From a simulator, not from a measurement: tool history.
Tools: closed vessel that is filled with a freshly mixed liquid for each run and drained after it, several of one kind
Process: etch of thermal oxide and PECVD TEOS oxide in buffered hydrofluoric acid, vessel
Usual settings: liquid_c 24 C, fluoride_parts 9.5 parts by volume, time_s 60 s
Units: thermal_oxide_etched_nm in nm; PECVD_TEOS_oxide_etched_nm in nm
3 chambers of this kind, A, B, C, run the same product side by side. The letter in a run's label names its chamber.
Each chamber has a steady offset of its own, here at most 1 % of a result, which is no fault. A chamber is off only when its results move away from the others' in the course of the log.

| run | hour | liquid_c | fluoride_parts | time_s | read-back film thickness of the thermal oxide reference wafer, read on the same gauge (nm) | read-back film thickness of the PECVD TEOS oxide reference wafer, read on the same gauge (nm) | thermal_oxide_etched_nm | PECVD_TEOS_oxide_etched_nm |
|---|---|---|---|---|---|---|---|---|
| 1A | 13.6 | 24 | 9.5 | 60 | 120.03 | 30.004 | 69.662 | 76.874 |
| 2B | 26.4 | 24 | 9.5 | 60 | 120.03 | 29.999 | 70.502 | 77.95 |
| 3C | 38.7 | 24 | 9.5 | 60 | 120.02 | 29.994 | 69.7 | 78.187 |
| 4A | 50.6 | 24 | 9.5 | 60 | 120.04 | 29.95 | 70.022 | 76.208 |
| 5C | 59.6 | 24 | 9.5 | 60 | 120.01 | 29.997 | 69.766 | 77.467 |
| 6B | 69.3 | 24 | 9.5 | 60 | 119.99 | 29.982 | 70.047 | 77.797 |
| 7B | 79.7 | 24 | 9.5 | 60 | 119.96 | 30.024 | 70.458 | 78.015 |
| 8C | 92.6 | 24 | 9.5 | 60 | 120.03 | 29.992 | 69.044 | 77.84 |
| 9A | 100.2 | 24 | 9.5 | 60 | 120.02 | 30.029 | 69.671 | 76.732 |
| 10A | 111.3 | 24 | 9.5 | 60 | 120.03 | 30.03 | 69.479 | 76.988 |
| 11B | 123.8 | 24 | 9.5 | 60 | 120.01 | 30.035 | 70.122 | 77.22 |
|  | 126.9 | chamber C: thermometer replaced |
| 12C | 135.3 | 24 | 9.5 | 60 | 119.99 | 29.97 | 69.249 | 77.772 |
| 13A | 147.2 | 24 | 9.5 | 60 | 120.03 | 30.041 | 69.591 | 76.239 |
| 14B | 153.6 | 24 | 9.5 | 60 | 120.01 | 29.997 | 70.42 | 77.921 |
| 15C | 165.5 | 24 | 9.5 | 60 | 119.99 | 30.03 | 69.172 | 77.851 |
| 16A | 175.9 | 24 | 9.5 | 60 | 120 | 29.976 | 69.502 | 76.569 |
| 17C | 183.5 | 24 | 9.5 | 60 | 120.01 | 30.005 | 70.27 | 77.496 |
| 18B | 196.5 | 24 | 9.5 | 60 | 120.01 | 29.979 | 69.947 | 77.997 |
| 19B | 209.8 | 24 | 9.5 | 60 | 120.01 | 30 | 70.628 | 77.613 |
| 20C | 217.6 | 24 | 9.5 | 60 | 120.02 | 30.056 | 69.189 | 77.093 |
| 21A | 229.5 | 24 | 9.5 | 60 | 120.01 | 29.97 | 69.711 | 76.443 |
| 22A | 242.8 | 24 | 9.5 | 60 | 120 | 30.001 | 69.714 | 76.692 |
| 23B | 256.5 | 24 | 9.5 | 60 | 120.02 | 30 | 70.54 | 77.356 |
| 24C | 267.9 | 24 | 9.5 | 60 | 120 | 29.952 | 70.018 | 77.427 |
| 25C | 276.7 | 24 | 9.5 | 60 | 120 | 30.036 | 69.566 | 77.843 |
| 26A | 288.3 | 24 | 9.5 | 60 | 119.98 | 29.982 | 69.194 | 76.9 |
| 27B | 300.8 | 24 | 9.5 | 60 | 119.98 | 29.987 | 69.812 | 77.484 |
| 28B | 311.5 | 24 | 9.5 | 60 | 120 | 30.035 | 70.184 | 77.865 |
| 29A | 319.4 | 24 | 9.5 | 60 | 119.99 | 30.02 | 69.059 | 77.535 |
| 30C | 329.9 | 20.5 | 9.5 | 85 | 119.99 | 30.006 | 81.225 | 90.949 |
| 31B | 336.4 | 20.5 | 9.5 | 85 | 120 | 29.992 | 81.734 | 90.432 |
| 32A | 346.8 | 20.5 | 9.5 | 85 | 120 | 30.033 | 81.624 | 89.629 |
| 33C | 353.4 | 24 | 9.5 | 60 | 120.01 | 29.99 | 69.762 | 76.461 |

What goes on in this fleet: one chamber off, a drifting gauge, or nothing beyond the chambers' own small offsets? Name the chamber and the cause, if any.

No chamber stands off beyond its own small offset, and the gauge holds steady.

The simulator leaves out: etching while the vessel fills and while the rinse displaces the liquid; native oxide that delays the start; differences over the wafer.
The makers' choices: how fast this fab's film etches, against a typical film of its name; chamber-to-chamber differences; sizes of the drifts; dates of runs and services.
